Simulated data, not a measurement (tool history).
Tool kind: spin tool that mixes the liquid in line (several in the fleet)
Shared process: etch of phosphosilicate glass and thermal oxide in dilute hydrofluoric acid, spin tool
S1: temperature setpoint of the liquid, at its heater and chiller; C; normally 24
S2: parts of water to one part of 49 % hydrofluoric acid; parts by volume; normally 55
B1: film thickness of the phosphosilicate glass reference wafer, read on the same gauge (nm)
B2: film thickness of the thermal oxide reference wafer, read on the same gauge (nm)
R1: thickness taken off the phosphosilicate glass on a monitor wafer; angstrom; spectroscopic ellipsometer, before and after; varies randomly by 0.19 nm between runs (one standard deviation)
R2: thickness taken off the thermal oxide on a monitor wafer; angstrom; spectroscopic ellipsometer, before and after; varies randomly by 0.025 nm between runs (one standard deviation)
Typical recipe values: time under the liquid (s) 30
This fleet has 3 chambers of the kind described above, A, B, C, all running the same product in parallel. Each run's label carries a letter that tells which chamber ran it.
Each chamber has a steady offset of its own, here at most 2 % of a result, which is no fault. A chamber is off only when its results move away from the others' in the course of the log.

run 1A hour=6.1 | S1=24 S2=55 time_under_the_liquid_(s)=30 | B1=99.988 B2=99.992 | R1=347.69 R2=27.132
run 2B hour=13.2 | S1=24 S2=55 time_under_the_liquid_(s)=30 | B1=100.01 B2=100.04 | R1=345.95 R2=27.342
run 3C hour=20.3 | S1=24 S2=55 time_under_the_liquid_(s)=30 | B1=99.988 B2=99.945 | R1=348 R2=27.219
run 4A hour=29.5 | S1=24 S2=55 time_under_the_liquid_(s)=30 | B1=99.982 B2=99.999 | R1=348.34 R2=26.66
run 5C hour=39.1 | S1=24 S2=55 time_under_the_liquid_(s)=30 | B1=100.02 B2=100 | R1=345.78 R2=27.291
-- hour=43.3 chamber B: thermometer replaced
run 6B hour=46 | S1=24 S2=55 time_under_the_liquid_(s)=30 | B1=99.979 B2=100.03 | R1=350.49 R2=27.757
run 7B hour=53.7 | S1=24 S2=75 time_under_the_liquid_(s)=15 | B1=99.983 B2=99.989 | R1=124.12 R2=9.801
run 8A hour=60.8 | S1=24 S2=75 time_under_the_liquid_(s)=15 | B1=99.981 B2=99.993 | R1=123.99 R2=9.8438
run 9C hour=67.5 | S1=24 S2=75 time_under_the_liquid_(s)=15 | B1=99.971 B2=100 | R1=123.47 R2=9.7788
run 10C hour=76.4 | S1=24 S2=55 time_under_the_liquid_(s)=30 | B1=99.975 B2=99.972 | R1=343.89 R2=27.32
run 11A hour=83.6 | S1=24 S2=55 time_under_the_liquid_(s)=30 | B1=99.989 B2=99.984 | R1=347.58 R2=26.998
run 12B hour=90.4 | S1=25.5 S2=35 time_under_the_liquid_(s)=30 | B1=99.99 B2=99.984 | R1=591.23 R2=47.54
run 13A hour=95.7 | S1=25.5 S2=35 time_under_the_liquid_(s)=30 | B1=99.975 B2=99.978 | R1=589.5 R2=45.824
run 14B hour=104.8 | S1=25.5 S2=35 time_under_the_liquid_(s)=30 | B1=99.991 B2=100.03 | R1=597.49 R2=47.1
run 15C hour=110.1 | S1=24 S2=55 time_under_the_liquid_(s)=30 | B1=99.998 B2=99.963 | R1=343.75 R2=26.985
run 16A hour=115.7 | S1=24 S2=55 time_under_the_liquid_(s)=30 | B1=99.996 B2=99.962 | R1=343.69 R2=26.962
run 17B hour=123.1 | S1=24 S2=55 time_under_the_liquid_(s)=30 | B1=99.978 B2=100.05 | R1=348.81 R2=27.435
run 18C hour=132.4 | S1=24 S2=55 time_under_the_liquid_(s)=30 | B1=100.01 B2=99.989 | R1=345.09 R2=27.199
run 19B hour=139 | S1=21.5 S2=40 time_under_the_liquid_(s)=30 | B1=99.981 B2=100.02 | R1=436.24 R2=34.666
run 20A hour=143.7 | S1=21.5 S2=40 time_under_the_liquid_(s)=30 | B1=100.04 B2=99.988 | R1=439.97 R2=34.466
run 21C hour=150.6 | S1=21.5 S2=40 time_under_the_liquid_(s)=30 | B1=99.99 B2=100.01 | R1=441.95 R2=34.695
run 22B hour=158.2 | S1=24 S2=55 time_under_the_liquid_(s)=30 | B1=100.02 B2=100.01 | R1=347.63 R2=27.616
run 23C hour=167.2 | S1=24 S2=55 time_under_the_liquid_(s)=30 | B1=100.04 B2=100.06 | R1=347.85 R2=27.211
run 24A hour=174 | S1=24 S2=55 time_under_the_liquid_(s)=30 | B1=99.971 B2=100.04 | R1=347 R2=26.953
run 25C hour=180.4 | S1=24 S2=55 time_under_the_liquid_(s)=30 | B1=100 B2=99.98 | R1=348.89 R2=27.406
run 26A hour=190.1 | S1=19.5 S2=80 time_under_the_liquid_(s)=30 | B1=100 B2=100 | R1=192.34 R2=15.196
run 27B hour=195.4 | S1=19.5 S2=80 time_under_the_liquid_(s)=30 | B1=100 B2=100.01 | R1=194.27 R2=15.49
run 28A hour=203.5 | S1=19.5 S2=80 time_under_the_liquid_(s)=30 | B1=99.987 B2=99.916 | R1=191.68 R2=15.049
run 29B hour=213.2 | S1=24 S2=55 time_under_the_liquid_(s)=30 | B1=99.994 B2=99.981 | R1=346.01 R2=28.139
run 30C hour=218.7 | S1=24 S2=55 time_under_the_liquid_(s)=30 | B1=99.984 B2=100.01 | R1=348.25 R2=27.266
run 31B hour=223.5 | S1=24 S2=55 time_under_the_liquid_(s)=30 | B1=99.979 B2=99.97 | R1=348.87 R2=27.532
run 32A hour=233.4 | S1=24 S2=55 time_under_the_liquid_(s)=30 | B1=100 B2=99.987 | R1=344.15 R2=27.162
run 33C hour=238 | S1=24 S2=55 time_under_the_liquid_(s)=30 | B1=99.993 B2=99.948 | R1=343.82 R2=27.329
run 34C hour=242.9 | S1=24 S2=55 time_under_the_liquid_(s)=30 | B1=100.02 B2=99.99 | R1=341.81 R2=26.986

The same settings go to every chamber for the next run, one line per chamber below. Forecast the results for each:
run 35A hour=250.3 | S1=24 S2=30 time_under_the_liquid_(s)=30 | R1=? R2=?
run 35B hour=250.3 | S1=24 S2=30 time_under_the_liquid_(s)=30 | R1=? R2=?
run 35C hour=250.3 | S1=24 S2=30 time_under_the_liquid_(s)=30 | R1=? R2=?

run=35A R1=649.24 R2=50.756
run=35B R1=658.97 R2=51.343
run=35C R1=659.54 R2=51.562
